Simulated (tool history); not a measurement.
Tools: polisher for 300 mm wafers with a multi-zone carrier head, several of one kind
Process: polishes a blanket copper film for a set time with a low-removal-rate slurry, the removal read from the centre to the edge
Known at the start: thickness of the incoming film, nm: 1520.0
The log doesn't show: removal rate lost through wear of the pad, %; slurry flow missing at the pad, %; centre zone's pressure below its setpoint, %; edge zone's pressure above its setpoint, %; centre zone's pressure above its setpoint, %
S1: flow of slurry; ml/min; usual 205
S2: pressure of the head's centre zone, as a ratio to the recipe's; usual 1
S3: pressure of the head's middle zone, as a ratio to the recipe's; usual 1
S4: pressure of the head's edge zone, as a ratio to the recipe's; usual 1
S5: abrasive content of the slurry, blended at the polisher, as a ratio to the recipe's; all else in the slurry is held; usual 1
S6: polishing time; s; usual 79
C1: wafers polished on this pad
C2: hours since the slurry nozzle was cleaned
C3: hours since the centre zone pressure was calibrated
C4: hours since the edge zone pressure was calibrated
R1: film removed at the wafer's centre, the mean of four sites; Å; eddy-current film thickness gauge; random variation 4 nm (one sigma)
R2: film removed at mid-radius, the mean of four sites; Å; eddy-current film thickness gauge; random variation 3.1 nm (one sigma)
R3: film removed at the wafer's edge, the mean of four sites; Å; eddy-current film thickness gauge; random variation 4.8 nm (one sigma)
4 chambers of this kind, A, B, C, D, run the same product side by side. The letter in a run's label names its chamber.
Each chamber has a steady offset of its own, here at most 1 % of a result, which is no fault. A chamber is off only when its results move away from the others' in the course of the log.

run,hour,S1,S2,S3,S4,S5,S6,C1,C2,C3,C4,R1,R2,R3
# hour 8.7: chamber C: worn pad replaced by a new one
1B,12.8,205,1,1,1,1,79,834,578.6,67.3,450.8,3825.9,3842.3,3773.9
2D,25,205,1,1,1,1,79,735,95,993.7,606.4,3837.4,3819.8,3812.7
3A,34.7,205,1,1,1,1,79,1126,265,367.4,389.4,3873.7,3831.1,3917.1
# hour 36.2: chamber C: edge zone pressure recalibrated
# hour 38.4: chamber A: centre zone pressure recalibrated
# hour 41.4: chamber D: edge zone pressure recalibrated
# hour 41.6: chamber A: worn pad replaced by a new one
4C,45.9,205,1,1,1,1,79,292,213.9,569.7,9.8,3889.1,3820.2,3928
5A,54.6,205,1,1,1,1,79,102,284.9,16.3,409.3,3804,3786.5,3962.9
# hour 59.1: chamber B: worn pad replaced by a new one
# hour 61: chamber D: worn pad replaced by a new one
6B,66,205,1,1,1,1,79,54,631.8,120.5,504,3844,3779.6,3855.1
7D,77.3,205,1,1,1,1,79,128,147.3,1046,36,3809.2,3893.7,3874.5
# hour 80.3: chamber C: slurry nozzle cleaned
8C,88.6,205,1,1,1,1,79,628,8.3,612.4,52.5,3870.5,3822.7,3802.4
# hour 97.1: chamber A: slurry nozzle cleaned
9D,98.3,205,1,1,1,1,79,293,168.3,1067,57,3880.2,3871,3837.6
# hour 102.1: chamber B: slurry nozzle cleaned
10A,106.7,205,1,1,1,1,79,511,9.6,68.4,461.4,3886.6,3791.8,3911.5
11B,116.5,205,1,1,1,1,69,451,14.4,171,554.5,3388.4,3363.6,3336.8
12C,126.1,205,1,1,1,1,69,923,45.8,649.9,90,3374.1,3334,3357.9
# hour 126.5: chamber C: centre zone pressure recalibrated
13A,139,205,1,1,1,1,69,765,41.9,100.7,493.7,3347,3365.9,3354.3
14B,149.4,205,1,1,1,1,69,710,47.3,203.9,587.4,3365.5,3365.6,3311
# hour 159.5: chamber C: worn pad replaced by a new one
15D,162.2,205,1,1,1,1,79,796,232.2,1130.9,120.9,3759.2,3816.1,3795.6
16C,177.1,205,1,1,1,1,79,138,96.8,50.6,141,3868.8,3832.6,3884.9
17D,184.1,205,1,1,1,1,79,968,254.1,1152.8,142.8,3854.9,3858.3,3820.2
# hour 185.9: chamber D: centre zone pressure recalibrated
# hour 191.3: chamber D: slurry nozzle cleaned
# hour 194.7: chamber D: worn pad replaced by a new one
18A,197,205,1,1,1,1,79,1222,99.9,158.7,551.7,3864.1,3818.9,3820.2
# hour 207.8: chamber A: worn pad replaced by a new one
19C,210.2,205,1,1,1,1,79,399,129.9,83.7,174.1,3818.5,3818.3,3903
# hour 219.6: chamber A: edge zone pressure recalibrated
20B,220.3,165,1,1,1,1,79,1268,118.2,274.8,658.3,3781.6,3701.7,3782.7
21B,228.4,165,1,1,1,1,79,1331,126.3,282.9,666.4,3791.6,3684.6,3780.5
22D,234.9,165,1,1,1,1,79,316,43.7,49,193.6,3315.2,3760.3,3772.7
23C,244.1,165,1,1,1,1,79,665,163.8,117.6,208,3722.2,3780.9,3771.6
# hour 248.8: chamber B: worn pad replaced by a new one
24A,255.3,205,1,1.05,1,1,66,374,158.2,217,35.8,3187.9,3335.3,3093.1
25D,263.3,205,1,1.05,1,1,66,539,72.1,77.4,222,2773.4,3366.8,3160.7
26A,271.5,205,1,1.05,1,1,66,501,174.4,233.2,52,3274.6,3304.3,3280.5
27B,283.2,205,1,1.05,1,1,66,270,181.1,337.7,721.2,3217.7,3354.8,3227.6
# hour 291.8: chamber C: worn pad replaced by a new one
28C,297.1,205,1,1,1,1,79,42,216.8,170.6,261,3789.4,3873.1,3904.2
29C,304.8,205,1,1,1,1,79,102,224.5,178.3,268.7,3856.6,3878,3905.2
30B,315.9,205,1,1,1,1,79,527,213.8,370.4,753.9,3857.7,3793.7,3868.6
31A,323.3,205,1,1,1,1,79,908,226.2,285,103.8,3900.1,3809.6,3816.1
32D,333.1,205,1,1,1,1,79,1088,141.9,147.2,291.8,3331,3870.5,3794.9
# hour 343.3: chamber C: slurry nozzle cleaned
33A,346.6,205,1,1,1,1,79,1092,249.5,308.3,127.1,3866.9,3795.5,3906.1
34C,354,205,1,1,0.95,1,79,489,10.8,227.5,317.9,3799.8,3921.8,3764.3

Next, every chamber runs the same settings. What will each give?
35A,364.7,205,1,1,1,1,79,,,,,?,?,?
35B,364.7,205,1,1,1,1,79,,,,,?,?,?
35C,364.7,205,1,1,1,1,79,,,,,?,?,?
35D,364.7,205,1,1,1,1,79,,,,,?,?,?

run,R1,R2,R3
35A,3870.1,3848.2,3791.4
35B,3898.7,3838.1,3831.4
35C,3760.4,3900.9,3871.1
35D,3383.5,3899,3738.6
